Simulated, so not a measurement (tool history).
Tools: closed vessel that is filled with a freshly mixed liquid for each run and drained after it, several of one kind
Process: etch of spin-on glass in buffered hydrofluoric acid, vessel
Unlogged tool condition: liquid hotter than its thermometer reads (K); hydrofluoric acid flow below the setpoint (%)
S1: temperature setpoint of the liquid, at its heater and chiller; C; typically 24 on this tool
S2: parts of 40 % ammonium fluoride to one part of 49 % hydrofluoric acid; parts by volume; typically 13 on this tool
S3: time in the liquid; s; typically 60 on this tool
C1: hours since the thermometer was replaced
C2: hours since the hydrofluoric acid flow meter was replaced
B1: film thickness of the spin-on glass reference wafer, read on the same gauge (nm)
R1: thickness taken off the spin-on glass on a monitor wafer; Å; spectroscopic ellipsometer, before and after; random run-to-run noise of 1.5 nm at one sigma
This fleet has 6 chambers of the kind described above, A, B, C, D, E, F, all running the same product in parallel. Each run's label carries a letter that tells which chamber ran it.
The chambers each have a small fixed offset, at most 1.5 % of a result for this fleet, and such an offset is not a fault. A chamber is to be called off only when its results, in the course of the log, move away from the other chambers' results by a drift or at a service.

| run | day | S1 | S2 | S3 | C1 | C2 | B1 | R1 |
|---|---|---|---|---|---|---|---|---|
| 1B | 0.254 | 24 | 13 | 60 | 956.9 | 866.3 | 40.028 | 2027.70 |
| 2D | 0.800 | 24 | 13 | 60 | 640.3 | 1155.4 | 40.052 | 2008.50 |
| 3C | 1.288 | 24 | 13 | 60 | 1470.1 | 993.2 | 39.984 | 2024.80 |
| 4E | 1.588 | 24 | 13 | 60 | 1694.3 | 570.6 | 40.003 | 1987.90 |
| 5A | 2.033 | 24 | 13 | 60 | 1254.8 | 1059.9 | 40.011 | 2016.80 |
| 6F | 2.379 | 24 | 13 | 60 | 281.0 | 399.5 | 40.020 | 1990.70 |
| 7E | 2.733 | 24 | 13 | 60 | 1721.8 | 598.1 | 40.007 | 2028.20 |
|  | 3.000 | chamber C: hydrofluoric acid flow meter replaced |
| 8A | 3.062 | 24 | 13 | 60 | 1279.5 | 1084.6 | 40.020 | 1985.40 |
| 9C | 3.417 | 24 | 13 | 60 | 1521.2 | 10.1 | 39.991 | 2016.20 |
| 10D | 3.746 | 24 | 13 | 60 | 711.0 | 1226.1 | 40.014 | 1985.30 |
| 11F | 4.296 | 24 | 13 | 60 | 327.0 | 445.5 | 39.995 | 1980.70 |
| 12B | 4.883 | 24 | 13 | 60 | 1068.0 | 977.4 | 40.029 | 2018.90 |
| 13E | 5.371 | 24 | 13 | 60 | 1785.1 | 661.4 | 39.996 | 1998.70 |
| 14A | 5.892 | 24 | 13 | 60 | 1347.4 | 1152.5 | 40.036 | 1984.60 |
| 15B | 6.258 | 24 | 13 | 60 | 1101.0 | 1010.4 | 39.977 | 2015.30 |
| 16D | 6.842 | 24 | 10 | 60 | 785.3 | 1300.4 | 40.000 | 2572.00 |
| 17F | 7.250 | 24 | 10 | 60 | 397.9 | 516.4 | 39.978 | 2537.00 |
|  | 7.446 | chamber A: hydrofluoric acid flow meter replaced |
| 18C | 7.788 | 24 | 10 | 60 | 1626.1 | 115.0 | 39.998 | 2616.30 |
| 19F | 8.204 | 24 | 10 | 60 | 420.8 | 539.3 | 40.058 | 2578.60 |
| 20A | 8.575 | 24 | 10 | 60 | 1411.8 | 27.2 | 40.047 | 2556.50 |
| 21D | 8.850 | 24 | 10 | 60 | 833.5 | 1348.6 | 39.996 | 2571.60 |
| 22B | 9.138 | 24 | 13 | 60 | 1170.1 | 1079.5 | 40.029 | 2014.50 |
| 23C | 9.550 | 24 | 13 | 60 | 1668.4 | 157.3 | 39.967 | 2050.30 |
| 24E | 9.996 | 24 | 13 | 60 | 1896.1 | 772.4 | 39.977 | 1932.10 |
| 25F | 10.317 | 24 | 13 | 60 | 471.5 | 590.0 | 39.964 | 1985.30 |
| 26E | 10.842 | 24 | 13 | 60 | 1916.4 | 792.7 | 40.001 | 1947.20 |
| 27B | 11.188 | 24 | 13 | 60 | 1219.3 | 1128.7 | 40.006 | 2019.70 |
| 28C | 11.642 | 24 | 13 | 60 | 1718.6 | 207.5 | 39.990 | 2039.10 |
| 29A | 12.012 | 24 | 13 | 30 | 1494.3 | 109.7 | 39.983 | 998.45 |
| 30D | 12.267 | 24 | 13 | 30 | 915.5 | 1430.6 | 39.987 | 992.82 |
| 31C | 12.617 | 24 | 13 | 30 | 1742.0 | 230.9 | 40.000 | 1003.10 |
| 32F | 13.000 | 24 | 13 | 30 | 535.9 | 654.4 | 40.011 | 994.35 |
| 33D | 13.467 | 24 | 13 | 30 | 944.3 | 1459.4 | 40.004 | 996.90 |
| 34A | 13.746 | 24 | 13 | 30 | 1535.9 | 151.3 | 40.037 | 998.44 |
| 35B | 14.104 | 28 | 13 | 85 | 1289.3 | 1198.7 | 39.987 | 3554.70 |
| 36E | 14.629 | 28 | 13 | 85 | 2007.3 | 883.6 | 40.015 | 3319.20 |
| 37D | 15.025 | 28 | 13 | 85 | 981.7 | 1496.8 | 40.010 | 3485.70 |
|  | 15.383 | chamber B: thermometer replaced |
| 38C | 15.412 | 28 | 13 | 85 | 1809.1 | 298.0 | 40.001 | 3513.80 |
| 39B | 15.912 | 28 | 13 | 85 | 12.8 | 1242.1 | 40.012 | 3560.90 |

The same settings go to every chamber for the next run, one line per chamber below. Forecast the results for each:
| 40A | 16.333 | 24 | 10 | 60 |  |  |  | ? |
| 40B | 16.333 | 24 | 10 | 60 |  |  |  | ? |
| 40C | 16.333 | 24 | 10 | 60 |  |  |  | ? |
| 40D | 16.333 | 24 | 10 | 60 |  |  |  | ? |
| 40E | 16.333 | 24 | 10 | 60 |  |  |  | ? |
| 40F | 16.333 | 24 | 10 | 60 |  |  |  | ? |

| run | R1 |
|---|---|
| 40A | 2559.40 |
| 40B | 2575.10 |
| 40C | 2566.10 |
| 40D | 2583.20 |
| 40E | 2441.20 |
| 40F | 2592.30 |
